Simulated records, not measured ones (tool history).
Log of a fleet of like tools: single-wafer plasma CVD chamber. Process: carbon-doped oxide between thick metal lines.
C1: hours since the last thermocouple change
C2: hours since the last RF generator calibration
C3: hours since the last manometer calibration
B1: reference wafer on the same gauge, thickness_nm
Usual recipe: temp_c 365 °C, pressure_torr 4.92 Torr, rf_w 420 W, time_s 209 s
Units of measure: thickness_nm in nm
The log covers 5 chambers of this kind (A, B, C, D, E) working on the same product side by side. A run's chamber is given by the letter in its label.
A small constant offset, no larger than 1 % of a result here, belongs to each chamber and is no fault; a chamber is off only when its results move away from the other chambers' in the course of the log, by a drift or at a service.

{"run": "1C", "hour": 2.5, "temp_c": 365, "pressure_torr": 4.92, "rf_w": 420, "time_s": 209, "C1": 1555.2, "C2": 158.9, "C3": 1101.4, "B1": 1051.2, "thickness_nm": 896.33}
{"run": "2B", "hour": 4.5, "temp_c": 365, "pressure_torr": 4.92, "rf_w": 420, "time_s": 209, "C1": 982.3, "C2": 206.1, "C3": 805, "B1": 1051.7, "thickness_nm": 899.19}
{"run": "3D", "hour": 6.7, "temp_c": 365, "pressure_torr": 4.92, "rf_w": 420, "time_s": 209, "C1": 111.6, "C2": 1400.5, "C3": 432, "B1": 1051, "thickness_nm": 892.14}
{"run": "4A", "hour": 9.8, "temp_c": 365, "pressure_torr": 4.92, "rf_w": 420, "time_s": 209, "C1": 675.2, "C2": 1646.1, "C3": 224, "B1": 1050.7, "thickness_nm": 893.79}
{"run": "5E", "hour": 12.4, "temp_c": 365, "pressure_torr": 4.92, "rf_w": 420, "time_s": 209, "C1": 51.9, "C2": 952.4, "C3": 141.1, "B1": 1050.7, "thickness_nm": 911.23}
{"run": "6C", "hour": 15.7, "temp_c": 365, "pressure_torr": 4.92, "rf_w": 420, "time_s": 209, "C1": 1568.4, "C2": 172.1, "C3": 1114.6, "B1": 1051.1, "thickness_nm": 896.56}
{"run": "7D", "hour": 18.9, "temp_c": 365, "pressure_torr": 4.92, "rf_w": 420, "time_s": 209, "C1": 123.8, "C2": 1412.7, "C3": 444.2, "B1": 1050.5, "thickness_nm": 899.1}
{"run": "8A", "hour": 21.9, "temp_c": 365, "pressure_torr": 4.92, "rf_w": 420, "time_s": 209, "C1": 687.3, "C2": 1658.2, "C3": 236.1, "B1": 1050.4, "thickness_nm": 893.54}
{"run": "9E", "hour": 23.9, "temp_c": 365, "pressure_torr": 4.92, "rf_w": 420, "time_s": 209, "C1": 63.4, "C2": 963.9, "C3": 152.6, "B1": 1050.2, "thickness_nm": 907.34}
{"run": "10B", "hour": 26.6, "temp_c": 365, "pressure_torr": 4.92, "rf_w": 420, "time_s": 209, "C1": 1004.4, "C2": 228.2, "C3": 827.1, "B1": 1050.8, "thickness_nm": 902.78}
{"run": "11A", "hour": 30.9, "temp_c": 365, "pressure_torr": 5.84, "rf_w": 385, "time_s": 209, "C1": 696.3, "C2": 1667.2, "C3": 245.1, "B1": 1051.2, "thickness_nm": 861.47}
{"run": "12C", "hour": 34.5, "temp_c": 365, "pressure_torr": 5.84, "rf_w": 385, "time_s": 209, "C1": 1587.2, "C2": 190.9, "C3": 1133.4, "B1": 1050.9, "thickness_nm": 858.13}
{"run": "13B", "hour": 37.2, "temp_c": 365, "pressure_torr": 5.84, "rf_w": 385, "time_s": 209, "C1": 1015, "C2": 238.8, "C3": 837.7, "B1": 1050.8, "thickness_nm": 872.52}
{"run": "14E", "hour": 40.9, "temp_c": 365, "pressure_torr": 5.84, "rf_w": 385, "time_s": 209, "C1": 80.4, "C2": 980.9, "C3": 169.6, "B1": 1051.4, "thickness_nm": 876.2}
{"run": "15D", "hour": 44.4, "temp_c": 365, "pressure_torr": 5.84, "rf_w": 385, "time_s": 209, "C1": 149.3, "C2": 1438.2, "C3": 469.7, "B1": 1051.6, "thickness_nm": 865}
{"run": "16E", "hour": 46.6, "temp_c": 365, "pressure_torr": 4.92, "rf_w": 355, "time_s": 169, "C1": 86.1, "C2": 986.6, "C3": 175.3, "B1": 1052, "thickness_nm": 650.93}
{"run": "17D", "hour": 50.2, "temp_c": 365, "pressure_torr": 4.92, "rf_w": 355, "time_s": 169, "C1": 155.1, "C2": 1444, "C3": 475.5, "B1": 1050.7, "thickness_nm": 640.13}
{"run": "18A", "hour": 54.6, "temp_c": 365, "pressure_torr": 4.92, "rf_w": 355, "time_s": 169, "C1": 720, "C2": 1690.9, "C3": 268.8, "B1": 1051.1, "thickness_nm": 636.79}
{"run": "19C", "hour": 57.7, "temp_c": 365, "pressure_torr": 4.92, "rf_w": 355, "time_s": 169, "C1": 1610.4, "C2": 214.1, "C3": 1156.6, "B1": 1051, "thickness_nm": 636.36}
{"run": "20B", "hour": 59.8, "temp_c": 365, "pressure_torr": 4.92, "rf_w": 355, "time_s": 169, "C1": 1037.6, "C2": 261.4, "C3": 860.3, "B1": 1050.8, "thickness_nm": 641.31}
{"run": "21E", "hour": 62.8, "temp_c": 365, "pressure_torr": 4.92, "rf_w": 420, "time_s": 209, "C1": 102.3, "C2": 1002.8, "C3": 191.5, "B1": 1051.9, "thickness_nm": 904.09}
{"run": "22C", "hour": 65.4, "temp_c": 365, "pressure_torr": 4.92, "rf_w": 420, "time_s": 209, "C1": 1618.1, "C2": 221.8, "C3": 1164.3, "B1": 1051.8, "thickness_nm": 891.02}
{"run": "23B", "hour": 68.1, "temp_c": 365, "pressure_torr": 4.92, "rf_w": 420, "time_s": 209, "C1": 1045.9, "C2": 269.7, "C3": 868.6, "B1": 1051, "thickness_nm": 900.68}
{"run": "24D", "hour": 71.7, "temp_c": 365, "pressure_torr": 4.92, "rf_w": 420, "time_s": 209, "C1": 176.6, "C2": 1465.5, "C3": 497, "B1": 1051.2, "thickness_nm": 894.19}
{"run": "25A", "hour": 76.0, "temp_c": 365, "pressure_torr": 4.92, "rf_w": 420, "time_s": 209, "C1": 741.4, "C2": 1712.3, "C3": 290.2, "B1": 1051, "thickness_nm": 894.73}
{"run": "26E", "hour": 79.0, "temp_c": 365, "pressure_torr": 4.92, "rf_w": 420, "time_s": 209, "C1": 118.5, "C2": 1019, "C3": 207.7, "B1": 1050.8, "thickness_nm": 895.83}
{"run": "27A", "hour": 81.7, "temp_c": 365, "pressure_torr": 4.92, "rf_w": 420, "time_s": 209, "C1": 747.1, "C2": 1718, "C3": 295.9, "B1": 1051.1, "thickness_nm": 893.93}
{"run": "28C", "hour": 85.5, "temp_c": 365, "pressure_torr": 5.74, "rf_w": 420, "time_s": 209, "C1": 1638.2, "C2": 241.9, "C3": 1184.4, "B1": 1050.6, "thickness_nm": 910.03}
{"run": "29B", "hour": 89.4, "temp_c": 365, "pressure_torr": 5.74, "rf_w": 420, "time_s": 209, "C1": 1067.2, "C2": 291, "C3": 889.9, "B1": 1050.8, "thickness_nm": 916.15}
{"run": "30D", "hour": 91.7, "temp_c": 365, "pressure_torr": 5.74, "rf_w": 420, "time_s": 209, "C1": 196.6, "C2": 1485.5, "C3": 517, "B1": 1050.8, "thickness_nm": 911.68}
{"run": "31A", "hour": 95.5, "temp_c": 365, "pressure_torr": 5.74, "rf_w": 420, "time_s": 209, "C1": 760.9, "C2": 1731.8, "C3": 309.7, "B1": 1051.1, "thickness_nm": 917.57}
{"run": "32B", "hour": 98.4, "temp_c": 365, "pressure_torr": 5.74, "rf_w": 420, "time_s": 209, "C1": 1076.2, "C2": 300, "C3": 898.9, "B1": 1050.4, "thickness_nm": 920.39}
{"run": "33D", "hour": 100.6, "temp_c": 365, "pressure_torr": 4.92, "rf_w": 420, "time_s": 209, "C1": 205.5, "C2": 1494.4, "C3": 525.9, "B1": 1050.9, "thickness_nm": 896.91}
{"run": "34C", "hour": 104.4, "temp_c": 365, "pressure_torr": 4.92, "rf_w": 420, "time_s": 209, "C1": 1657.1, "C2": 260.8, "C3": 1203.3, "B1": 1051, "thickness_nm": 900.35}
{"run": "35E", "hour": 107.8, "temp_c": 365, "pressure_torr": 4.92, "rf_w": 420, "time_s": 209, "C1": 147.3, "C2": 1047.8, "C3": 236.5, "B1": 1050, "thickness_nm": 888.36}
{"run": "36E", "hour": 111.6, "temp_c": 365, "pressure_torr": 4.92, "rf_w": 420, "time_s": 209, "C1": 151.1, "C2": 1051.6, "C3": 240.3, "B1": 1051.9, "thickness_nm": 883.05}
{"run": "37C", "hour": 113.6, "temp_c": 365, "pressure_torr": 4.92, "rf_w": 420, "time_s": 209, "C1": 1666.3, "C2": 270, "C3": 1212.5, "B1": 1050.5, "thickness_nm": 890.34}
{"run": "38D", "hour": 117.0, "temp_c": 365, "pressure_torr": 4.92, "rf_w": 420, "time_s": 209, "C1": 221.9, "C2": 1510.8, "C3": 542.3, "B1": 1050.3, "thickness_nm": 888.51}
{"run": "39B", "hour": 120.8, "temp_c": 365, "pressure_torr": 4.92, "rf_w": 420, "time_s": 209, "C1": 1098.6, "C2": 322.4, "C3": 921.3, "B1": 1050.3, "thickness_nm": 900.33}
{"run": "40A", "hour": 124.8, "temp_c": 365, "pressure_torr": 4.92, "rf_w": 420, "time_s": 227, "C1": 790.2, "C2": 1761.1, "C3": 339, "B1": 1050.6, "thickness_nm": 973.25}

What goes on in this fleet: one chamber off, a drifting gauge, or nothing beyond the chambers' own small offsets? Name the chamber and the cause, if any.

It is chamber E that slowly wanders off from its peers.
Most likely cause: delivered RF power below the setpoint (%) = 4.76.

Here are 4 candidates for chamber E's next run, each the usual settings with a change, their results left as question marks. Which one brings its results back in line with what the others give on the usual settings?
In line here means within this much of the mean the other chambers give on the usual settings: thickness_nm 10 nm
{"run": "41E-1", "hour": 127.9, "temp_c": 365, "pressure_torr": 4.92, "rf_w": 405, "time_s": 209, "thickness_nm": "?"}
{"run": "41E-2", "hour": 127.9, "temp_c": 365, "pressure_torr": 4.89, "rf_w": 410, "time_s": 203, "thickness_nm": "?"}
{"run": "41E-3", "hour": 127.9, "temp_c": 365, "pressure_torr": 4.95, "rf_w": 430, "time_s": 215, "thickness_nm": "?"}
{"run": "41E-4", "hour": 127.9, "temp_c": 365, "pressure_torr": 5.64, "rf_w": 420, "time_s": 209, "thickness_nm": "?"}

Usual-settings mean across the other chambers: thickness_nm 896.25 nm
run=41E-1 thickness_nm=854.58
run=41E-2 thickness_nm=836.56
run=41E-3 thickness_nm=918.02
run=41E-4 thickness_nm=894.72
41E-4 brings the chamber back in line.
